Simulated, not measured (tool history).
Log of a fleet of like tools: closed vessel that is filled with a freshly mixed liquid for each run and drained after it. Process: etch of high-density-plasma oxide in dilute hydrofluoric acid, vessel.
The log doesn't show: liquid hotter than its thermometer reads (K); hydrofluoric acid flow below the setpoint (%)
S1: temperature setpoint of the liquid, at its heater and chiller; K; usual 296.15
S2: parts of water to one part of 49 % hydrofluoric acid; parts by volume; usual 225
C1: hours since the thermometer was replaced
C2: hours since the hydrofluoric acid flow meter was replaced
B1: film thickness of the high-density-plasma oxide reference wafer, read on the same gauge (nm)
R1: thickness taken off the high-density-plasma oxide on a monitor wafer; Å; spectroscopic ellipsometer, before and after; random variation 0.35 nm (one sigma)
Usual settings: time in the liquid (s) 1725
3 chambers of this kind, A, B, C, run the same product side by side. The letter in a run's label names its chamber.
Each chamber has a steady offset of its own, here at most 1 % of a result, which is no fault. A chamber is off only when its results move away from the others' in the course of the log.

{"run": "1A", "day": 0.175, "S1": 296.15, "S2": 225, "time in the liquid (s)": 1725, "C1": 1496.9, "C2": 498.3, "B1": 39.983, "R1": 352.58}
{"run": "2C", "day": 0.383, "S1": 296.15, "S2": 225, "time in the liquid (s)": 1725, "C1": 711.5, "C2": 371.3, "B1": 39.987, "R1": 354.44}
{"run": "3B", "day": 0.596, "S1": 296.15, "S2": 225, "time in the liquid (s)": 1725, "C1": 34.3, "C2": 898.9, "B1": 39.982, "R1": 359.22}
{"run": "4A", "day": 0.704, "S1": 296.15, "S2": 225, "time in the liquid (s)": 1725, "C1": 1509.6, "C2": 511.0, "B1": 40.012, "R1": 354.48}
{"run": "5C", "day": 0.892, "S1": 296.15, "S2": 225, "time in the liquid (s)": 1725, "C1": 723.7, "C2": 383.5, "B1": 40.006, "R1": 355.27}
{"run": "6B", "day": 1.125, "S1": 296.15, "S2": 225, "time in the liquid (s)": 1725, "C1": 47.0, "C2": 911.6, "B1": 40.003, "R1": 350.02}
{"run": "7C", "day": 1.292, "S1": 296.15, "S2": 225, "time in the liquid (s)": 1725, "C1": 733.3, "C2": 393.1, "B1": 40.008, "R1": 358.98}
{"run": "8B", "day": 1.467, "S1": 296.15, "S2": 120, "time in the liquid (s)": 1725, "C1": 55.2, "C2": 919.8, "B1": 39.977, "R1": 739.83}
{"run": "9A", "day": 1.646, "S1": 296.15, "S2": 120, "time in the liquid (s)": 1725, "C1": 1532.2, "C2": 533.6, "B1": 39.966, "R1": 769.03}
{"run": "10A", "day": 1.775, "S1": 296.15, "S2": 120, "time in the liquid (s)": 1725, "C1": 1535.3, "C2": 536.7, "B1": 40.032, "R1": 754.98}
{"run": "11C", "day": 1.938, "S1": 296.15, "S2": 225, "time in the liquid (s)": 1725, "C1": 748.8, "C2": 408.6, "B1": 40.001, "R1": 365.75}
{"run": "12B", "day": 2.075, "S1": 296.15, "S2": 225, "time in the liquid (s)": 1725, "C1": 69.8, "C2": 934.4, "B1": 39.974, "R1": 345.19}
{"run": "13A", "day": 2.288, "S1": 296.15, "S2": 225, "time in the liquid (s)": 1725, "C1": 1547.6, "C2": 549.0, "B1": 40.007, "R1": 361.01}
{"run": "14B", "day": 2.412, "S1": 296.15, "S2": 225, "time in the liquid (s)": 1725, "C1": 77.9, "C2": 942.5, "B1": 39.99, "R1": 341.94}
{"run": "15C", "day": 2.521, "S1": 296.15, "S2": 225, "time in the liquid (s)": 1725, "C1": 762.8, "C2": 422.6, "B1": 39.978, "R1": 362.47}
{"run": "16C", "day": 2.654, "S1": 296.15, "S2": 225, "time in the liquid (s)": 1725, "C1": 766.0, "C2": 425.8, "B1": 39.992, "R1": 353.95}
{"run": "17B", "day": 2.867, "S1": 296.15, "S2": 225, "time in the liquid (s)": 1725, "C1": 88.8, "C2": 953.4, "B1": 39.992, "R1": 337.26}
{"run": "18A", "day": 2.979, "S1": 296.15, "S2": 225, "time in the liquid (s)": 1725, "C1": 1564.2, "C2": 565.6, "B1": 40.003, "R1": 358.81}
{"run": "19C", "day": 3.179, "S1": 296.15, "S2": 225, "time in the liquid (s)": 1725, "C1": 778.6, "C2": 438.4, "B1": 40.015, "R1": 362.39}
{"run": "20A", "day": 3.308, "S1": 296.15, "S2": 225, "time in the liquid (s)": 1725, "C1": 1572.1, "C2": 573.5, "B1": 40.01, "R1": 356.22}
{"run": "21B", "day": 3.488, "S1": 296.15, "S2": 225, "time in the liquid (s)": 1725, "C1": 103.7, "C2": 968.3, "B1": 40.003, "R1": 332.97}

Is one chamber off against the others, does the gauge drift, or is nothing wrong? If a chamber is off, say which, and what the likeliest cause is.

Chamber B drifts away from the others.
Cause: hydrofluoric acid flow below the setpoint (%) = 7.05.
The log may not tell that from: liquid colder than its thermometer reads (K).

Here are 4 candidates for chamber B's next run, each the usual settings with a change, their results left as question marks. Which one brings its results back in line with what the others give on the usual settings?
In line means no further than this from the other chambers' mean on the usual settings: R1 12.00 Å
{"run": "22B-1", "day": 3.65, "S1": 296.15, "S2": 215, "time in the liquid (s)": 1800, "R1": "?"}
{"run": "22B-2", "day": 3.65, "S1": 296.15, "S2": 220, "time in the liquid (s)": 1755, "R1": "?"}
{"run": "22B-3", "day": 3.65, "S1": 296.15, "S2": 235, "time in the liquid (s)": 1650, "R1": "?"}
{"run": "22B-4", "day": 3.65, "S1": 296.15, "S2": 225, "time in the liquid (s)": 1675, "R1": "?"}

The other chambers' mean on the usual settings: R1 358.74 Å
run=22B-1 R1=361.60
run=22B-2 R1=342.62
run=22B-3 R1=296.58
run=22B-4 R1=317.95
22B-1 brings the chamber back in line.
